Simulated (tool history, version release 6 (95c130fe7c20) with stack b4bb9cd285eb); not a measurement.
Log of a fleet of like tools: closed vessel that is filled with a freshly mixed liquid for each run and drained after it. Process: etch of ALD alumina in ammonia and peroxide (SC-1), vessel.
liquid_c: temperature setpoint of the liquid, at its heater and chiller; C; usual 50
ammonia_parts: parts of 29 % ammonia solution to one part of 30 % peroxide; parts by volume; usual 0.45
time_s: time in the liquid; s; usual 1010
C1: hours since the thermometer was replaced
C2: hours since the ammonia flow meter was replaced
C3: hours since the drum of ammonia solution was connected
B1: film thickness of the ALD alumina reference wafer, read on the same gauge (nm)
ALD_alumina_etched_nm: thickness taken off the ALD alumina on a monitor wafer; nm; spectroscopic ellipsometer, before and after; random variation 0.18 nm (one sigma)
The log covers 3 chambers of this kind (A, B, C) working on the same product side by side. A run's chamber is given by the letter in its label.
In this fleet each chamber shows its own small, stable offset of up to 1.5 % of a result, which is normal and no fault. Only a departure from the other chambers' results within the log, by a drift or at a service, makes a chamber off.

Run 1B, hour 8.5: usual settings; C1 556.7; C2 1109.9; C3 469.1; B1 99.976. Result: ALD_alumina_etched_nm 47.531 nm.
Run 2A, hour 17.5: usual settings; C1 541.7; C2 123.4; C3 338.8; B1 99.960. Result: ALD_alumina_etched_nm 46.768 nm.
At hour 23.1: chamber B: ammonia flow meter replaced.
Run 3C, hour 27.6: usual settings; C1 1594.6; C2 114.4; C3 446.2; B1 99.996. Result: ALD_alumina_etched_nm 46.719 nm.
Run 4A, hour 33.4: usual settings; C1 557.6; C2 139.3; C3 354.7; B1 100.030. Result: ALD_alumina_etched_nm 47.171 nm.
Run 5C, hour 38.4: usual settings; C1 1605.4; C2 125.2; C3 457.0; B1 100.020. Result: ALD_alumina_etched_nm 46.707 nm.
Run 6B, hour 45.2: usual settings; C1 593.4; C2 22.1; C3 505.8; B1 100.000. Result: ALD_alumina_etched_nm 47.503 nm.
Run 7B, hour 53.3: usual settings but ammonia_parts 0.30 parts by volume, time_s 740 s; C1 601.5; C2 30.2; C3 513.9; B1 100.030. Result: ALD_alumina_etched_nm 33.529 nm.
Run 8A, hour 58.2: usual settings but ammonia_parts 0.30 parts by volume, time_s 740 s; C1 582.4; C2 164.1; C3 379.5; B1 99.987. Result: ALD_alumina_etched_nm 32.995 nm.
Run 9C, hour 67.6: usual settings but ammonia_parts 0.30 parts by volume, time_s 740 s; C1 1634.6; C2 154.4; C3 486.2; B1 100.000. Result: ALD_alumina_etched_nm 32.620 nm.
Run 10C, hour 76.3: usual settings; C1 1643.3; C2 163.1; C3 494.9; B1 100.010. Result: ALD_alumina_etched_nm 46.571 nm.
Run 11A, hour 85.7: usual settings; C1 609.9; C2 191.6; C3 407.0; B1 99.990. Result: ALD_alumina_etched_nm 47.169 nm.
Run 12B, hour 94.7: usual settings; C1 642.9; C2 71.6; C3 555.3; B1 99.971. Result: ALD_alumina_etched_nm 47.749 nm.
Run 13C, hour 103.9: usual settings; C1 1670.9; C2 190.7; C3 522.5; B1 100.040. Result: ALD_alumina_etched_nm 46.406 nm.
Run 14B, hour 108.8: usual settings; C1 657.0; C2 85.7; C3 569.4; B1 99.972. Result: ALD_alumina_etched_nm 47.615 nm.
Run 15A, hour 115.9: usual settings; C1 640.1; C2 221.8; C3 437.2; B1 100.040. Result: ALD_alumina_etched_nm 47.078 nm.
Run 16B, hour 124.0: usual settings; C1 672.2; C2 100.9; C3 584.6; B1 100.000. Result: ALD_alumina_etched_nm 47.193 nm.
Run 17A, hour 129.8: usual settings; C1 654.0; C2 235.7; C3 451.1; B1 99.978. Result: ALD_alumina_etched_nm 46.955 nm.
Run 18C, hour 137.2: usual settings; C1 1704.2; C2 224.0; C3 555.8; B1 100.040. Result: ALD_alumina_etched_nm 46.499 nm.
Run 19B, hour 148.2: usual settings; C1 696.4; C2 125.1; C3 608.8; B1 100.010. Result: ALD_alumina_etched_nm 47.412 nm.
Run 20A, hour 155.4: usual settings but ammonia_parts 0.55 parts by volume, time_s 500 s; C1 679.6; C2 261.3; C3 476.7; B1 99.989. Result: ALD_alumina_etched_nm 23.838 nm.
Run 21C, hour 164.4: usual settings but ammonia_parts 0.55 parts by volume, time_s 500 s; C1 1731.4; C2 251.2; C3 583.0; B1 100.020. Result: ALD_alumina_etched_nm 23.378 nm.
Run 22C, hour 173.1: usual settings but ammonia_parts 0.55 parts by volume, time_s 500 s; C1 1740.1; C2 259.9; C3 591.7; B1 99.983. Result: ALD_alumina_etched_nm 23.393 nm.
Run 23A, hour 181.3: usual settings; C1 705.5; C2 287.2; C3 502.6; B1 99.997. Result: ALD_alumina_etched_nm 47.376 nm.
Run 24B, hour 190.4: usual settings; C1 738.6; C2 167.3; C3 651.0; B1 99.929. Result: ALD_alumina_etched_nm 47.620 nm.
Run 25B, hour 198.7: usual settings; C1 746.9; C2 175.6; C3 659.3; B1 100.010. Result: ALD_alumina_etched_nm 47.393 nm.
Run 26A, hour 206.9: usual settings; C1 731.1; C2 312.8; C3 528.2; B1 100.060. Result: ALD_alumina_etched_nm 47.002 nm.
Run 27C, hour 215.2: usual settings; C1 1782.2; C2 302.0; C3 633.8; B1 100.040. Result: ALD_alumina_etched_nm 46.278 nm.
Run 28B, hour 226.1: usual settings; C1 774.3; C2 203.0; C3 686.7; B1 99.983. Result: ALD_alumina_etched_nm 47.661 nm.
Run 29C, hour 234.0: usual settings; C1 1801.0; C2 320.8; C3 652.6; B1 99.984. Result: ALD_alumina_etched_nm 46.151 nm.
Run 30A, hour 239.1: usual settings but liquid_c 57 C; C1 763.3; C2 345.0; C3 560.4; B1 99.962. Result: ALD_alumina_etched_nm 68.569 nm.
Run 31C, hour 245.6: usual settings but liquid_c 57 C; C1 1812.6; C2 332.4; C3 664.2; B1 100.010. Result: ALD_alumina_etched_nm 67.525 nm.
Run 32B, hour 252.8: usual settings but liquid_c 57 C; C1 801.0; C2 229.7; C3 713.4; B1 100.010. Result: ALD_alumina_etched_nm 68.483 nm.
Run 33A, hour 262.8: usual settings; C1 787.0; C2 368.7; C3 584.1; B1 99.985. Result: ALD_alumina_etched_nm 47.146 nm.
Run 34C, hour 269.5: usual settings; C1 1836.5; C2 356.3; C3 688.1; B1 100.030. Result: ALD_alumina_etched_nm 46.093 nm.
Run 35B, hour 276.9: usual settings; C1 825.1; C2 253.8; C3 737.5; B1 99.993. Result: ALD_alumina_etched_nm 47.231 nm.
Run 36A, hour 282.2: usual settings; C1 806.4; C2 388.1; C3 603.5; B1 100.020. Result: ALD_alumina_etched_nm 47.111 nm.
Run 37A, hour 293.3: usual settings; C1 817.5; C2 399.2; C3 614.6; B1 99.983. Result: ALD_alumina_etched_nm 46.933 nm.
Run 38C, hour 301.3: usual settings; C1 1868.3; C2 388.1; C3 719.9; B1 99.984. Result: ALD_alumina_etched_nm 45.845 nm.
Run 39B, hour 310.6: usual settings; C1 858.8; C2 287.5; C3 771.2; B1 100.010. Result: ALD_alumina_etched_nm 47.302 nm.
Run 40A, hour 320.1: usual settings; C1 844.3; C2 426.0; C3 641.4; B1 100.010. Result: ALD_alumina_etched_nm 46.772 nm.
Run 41B, hour 326.0: usual settings; C1 874.2; C2 302.9; C3 786.6; B1 100.030. Result: ALD_alumina_etched_nm 47.404 nm.
Run 42C, hour 332.0: usual settings; C1 1899.0; C2 418.8; C3 750.6; B1 99.995. Result: ALD_alumina_etched_nm 46.046 nm.

Is one chamber off against the others, does the gauge drift, or is nothing wrong? If a chamber is off, say which, and what the likeliest cause is.

Chamber C drifts away from the others.
Most likely cause: liquid colder than its thermometer reads (K) = 0.441.

Below are 4 candidate recipes for chamber C's next run, each the usual settings with a change, their results shown as question marks. Which of them brings C's results back in line with what the other chambers give on the usual settings?
Allowed miss from the other chambers' usual-settings mean, per result, to count as in line: ALD_alumina_etched_nm 0.630 nm
Run 43C-1, hour 340.0: usual settings but liquid_c 50.5 C. Result: ALD_alumina_etched_nm ?.
Run 43C-2, hour 340.0: usual settings but time_s 1005 s. Result: ALD_alumina_etched_nm ?.
Run 43C-3, hour 340.0: usual settings but time_s 980 s. Result: ALD_alumina_etched_nm ?.
Run 43C-4, hour 340.0: usual settings but time_s 1015 s. Result: ALD_alumina_etched_nm ?.

Average result of the remaining chambers running the usual settings: ALD_alumina_etched_nm 47.193 nm
  run  ALD_alumina_etched_nm
43C-1                 47.083
43C-2                 45.577
43C-3                 44.443
43C-4                 46.031
With 43C-1, the chamber falls back in line with the rest.

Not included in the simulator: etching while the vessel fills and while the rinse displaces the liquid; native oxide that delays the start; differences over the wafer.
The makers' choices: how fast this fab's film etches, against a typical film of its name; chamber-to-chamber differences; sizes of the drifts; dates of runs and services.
